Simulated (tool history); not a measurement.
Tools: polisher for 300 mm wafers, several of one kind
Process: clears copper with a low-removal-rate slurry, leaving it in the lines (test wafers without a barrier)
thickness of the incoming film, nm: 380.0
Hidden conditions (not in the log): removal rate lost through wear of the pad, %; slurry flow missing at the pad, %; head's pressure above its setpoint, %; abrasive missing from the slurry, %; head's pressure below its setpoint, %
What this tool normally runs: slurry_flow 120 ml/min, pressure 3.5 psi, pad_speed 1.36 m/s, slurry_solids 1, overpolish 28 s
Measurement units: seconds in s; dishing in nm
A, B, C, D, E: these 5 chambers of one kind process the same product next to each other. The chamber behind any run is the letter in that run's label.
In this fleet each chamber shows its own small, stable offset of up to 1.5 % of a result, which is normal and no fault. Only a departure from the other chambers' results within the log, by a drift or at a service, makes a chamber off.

| run | hour | slurry_flow | pressure | pad_speed | slurry_solids | overpolish | wafers polished on this pad | hours since the slurry nozzle was cleaned | hours since the head pressure was calibrated | hours since the slurry blender was calibrated | seconds | dishing |
|---|---|---|---|---|---|---|---|---|---|---|---|---|
| 1B | 3.3 | 120 | 3.5 | 1.36 | 1 | 28 | 482 | 44.2 | 1021.8 | 173.1 | 88.95 | 59.769 |
| 2A | 7.8 | 120 | 3.5 | 1.36 | 1 | 28 | 156 | 188.2 | 311.2 | 156.3 | 91.663 | 62.617 |
| 3D | 11.9 | 120 | 3.5 | 1.36 | 1 | 28 | 494 | 32.3 | 193.8 | 97.8 | 89.75 | 64.162 |
|  | 14.5 | chamber C: worn pad replaced by a new one |
|  | 16.3 | chamber B: head pressure recalibrated |
|  | 16.5 | chamber E: slurry nozzle cleaned |
| 4E | 16.8 | 120 | 3.5 | 1.36 | 1 | 28 | 455 | 0.4 | 336.8 | 133.1 | 92.671 | 62.912 |
| 5C | 20.2 | 120 | 3.5 | 1.36 | 1 | 28 | 32 | 660.8 | 1173.2 | 85.4 | 90.238 | 61.927 |
| 6D | 23.6 | 120 | 3.5 | 1.36 | 1 | 28 | 561 | 44 | 205.5 | 109.5 | 89.344 | 62.725 |
| 7A | 29.2 | 120 | 3.5 | 1.36 | 1 | 28 | 279 | 209.6 | 332.6 | 177.7 | 92.018 | 60.171 |
| 8E | 35 | 120 | 3.5 | 1.36 | 1 | 28 | 559 | 18.6 | 355 | 151.3 | 92.058 | 61.65 |
| 9B | 39.3 | 120 | 3.5 | 1.36 | 1 | 28 | 688 | 80.2 | 23.1 | 209.1 | 90.863 | 64.804 |
| 10C | 45.3 | 120 | 3.5 | 1.36 | 1 | 28 | 176 | 685.9 | 1198.3 | 110.5 | 90.821 | 63.076 |
| 11C | 49.1 | 120 | 3.5 | 1.36 | 1 | 28 | 198 | 689.7 | 1202.1 | 114.3 | 88.386 | 63.183 |
| 12B | 53 | 120 | 3.5 | 1.36 | 1 | 28 | 767 | 93.9 | 36.8 | 222.8 | 88.375 | 60.726 |
| 13D | 57.1 | 120 | 3.5 | 1.36 | 1 | 28 | 753 | 77.5 | 239 | 143 | 89.637 | 63.059 |
| 14A | 59.8 | 120 | 3.5 | 1.36 | 1 | 28 | 454 | 240.2 | 363.2 | 208.3 | 90.329 | 61.801 |
|  | 62.2 | chamber A: worn pad replaced by a new one |
|  | 62.4 | chamber E: slurry blender recalibrated |
| 15E | 65.4 | 120 | 3.5 | 1.36 | 1 | 28 | 733 | 49 | 385.4 | 3 | 92.95 | 63.55 |
|  | 70.9 | chamber B: worn pad replaced by a new one |
| 16E | 71.1 | 120 | 3.5 | 1.36 | 1 | 28 | 766 | 54.7 | 391.1 | 8.7 | 93.19 | 62.445 |
| 17A | 76.2 | 120 | 3.5 | 1.36 | 0.75 | 28 | 80 | 256.6 | 379.6 | 224.7 | 94.406 | 58.748 |
| 18C | 81.7 | 120 | 3.5 | 1.36 | 0.75 | 28 | 385 | 722.3 | 1234.7 | 146.9 | 97.166 | 58.346 |
|  | 85.2 | chamber E: head pressure recalibrated |
| 19B | 86 | 120 | 3.5 | 1.36 | 0.75 | 28 | 86 | 126.9 | 69.8 | 255.8 | 96.283 | 61.614 |
|  | 89.2 | chamber D: worn pad replaced by a new one |
| 20D | 90.7 | 120 | 3.5 | 1.36 | 0.75 | 28 | 8 | 111.1 | 272.6 | 176.6 | 93.241 | 64.005 |
|  | 93.8 | chamber A: slurry blender recalibrated |
| 21E | 95.2 | 120 | 3.5 | 1.36 | 0.75 | 28 | 904 | 78.8 | 10 | 32.8 | 106.13 | 54.047 |
| 22B | 101 | 120 | 3.5 | 1.36 | 1 | 28 | 172 | 141.9 | 84.8 | 270.8 | 89.883 | 61.427 |
| 23C | 105.6 | 120 | 3.5 | 1.36 | 1 | 28 | 522 | 746.2 | 1258.6 | 170.8 | 91.567 | 58.445 |
|  | 106.4 | chamber B: slurry blender recalibrated |
| 24A | 108.6 | 120 | 3.5 | 1.36 | 1 | 28 | 266 | 289 | 412 | 14.9 | 90.081 | 62.91 |
| 25D | 114.7 | 120 | 3.5 | 1.36 | 1 | 28 | 146 | 135.1 | 296.6 | 200.6 | 89.612 | 63.465 |
| 26E | 119.8 | 120 | 3.5 | 1.36 | 0.85 | 28 | 1045 | 103.4 | 34.6 | 57.4 | 107.53 | 57.008 |
| 27D | 124 | 120 | 3.5 | 1.36 | 0.85 | 28 | 199 | 144.4 | 305.9 | 209.9 | 94.136 | 61.31 |
| 28C | 129.4 | 120 | 3.5 | 1.36 | 0.85 | 28 | 658 | 770 | 1282.4 | 194.6 | 93.461 | 58.859 |
|  | 132 | chamber C: worn pad replaced by a new one |
| 29B | 134.4 | 120 | 3.5 | 1.36 | 0.85 | 28 | 364 | 175.3 | 118.2 | 28 | 94.226 | 61.399 |
| 30A | 138.9 | 120 | 3.5 | 1.36 | 0.85 | 28 | 440 | 319.3 | 442.3 | 45.2 | 91.408 | 61.111 |
| 31D | 143.7 | 90 | 3.5 | 1.2 | 1 | 28 | 312 | 164.1 | 325.6 | 229.6 | 108.99 | 55.076 |
| 32C | 148.4 | 90 | 3.5 | 1.2 | 1 | 28 | 94 | 789 | 1301.4 | 213.6 | 109.81 | 55.305 |
| 33B | 154.7 | 90 | 3.5 | 1.2 | 1 | 28 | 480 | 195.6 | 138.5 | 48.3 | 108.25 | 53.312 |

Predict what each chamber gives when all 5 of them run the settings below next.
| 34A | 159.2 | 120 | 2.7 | 1.36 | 1 | 28 |  |  |  |  | ? | ? |
| 34B | 159.2 | 120 | 2.7 | 1.36 | 1 | 28 |  |  |  |  | ? | ? |
| 34C | 159.2 | 120 | 2.7 | 1.36 | 1 | 28 |  |  |  |  | ? | ? |
| 34D | 159.2 | 120 | 2.7 | 1.36 | 1 | 28 |  |  |  |  | ? | ? |
| 34E | 159.2 | 120 | 2.7 | 1.36 | 1 | 28 |  |  |  |  | ? | ? |

| run | seconds | dishing |
|---|---|---|
| 34A | 116.94 | 51.408 |
| 34B | 116.39 | 50.183 |
| 34C | 117.55 | 51.816 |
| 34D | 116.47 | 52.495 |
| 34E | 130.1 | 44.815 |

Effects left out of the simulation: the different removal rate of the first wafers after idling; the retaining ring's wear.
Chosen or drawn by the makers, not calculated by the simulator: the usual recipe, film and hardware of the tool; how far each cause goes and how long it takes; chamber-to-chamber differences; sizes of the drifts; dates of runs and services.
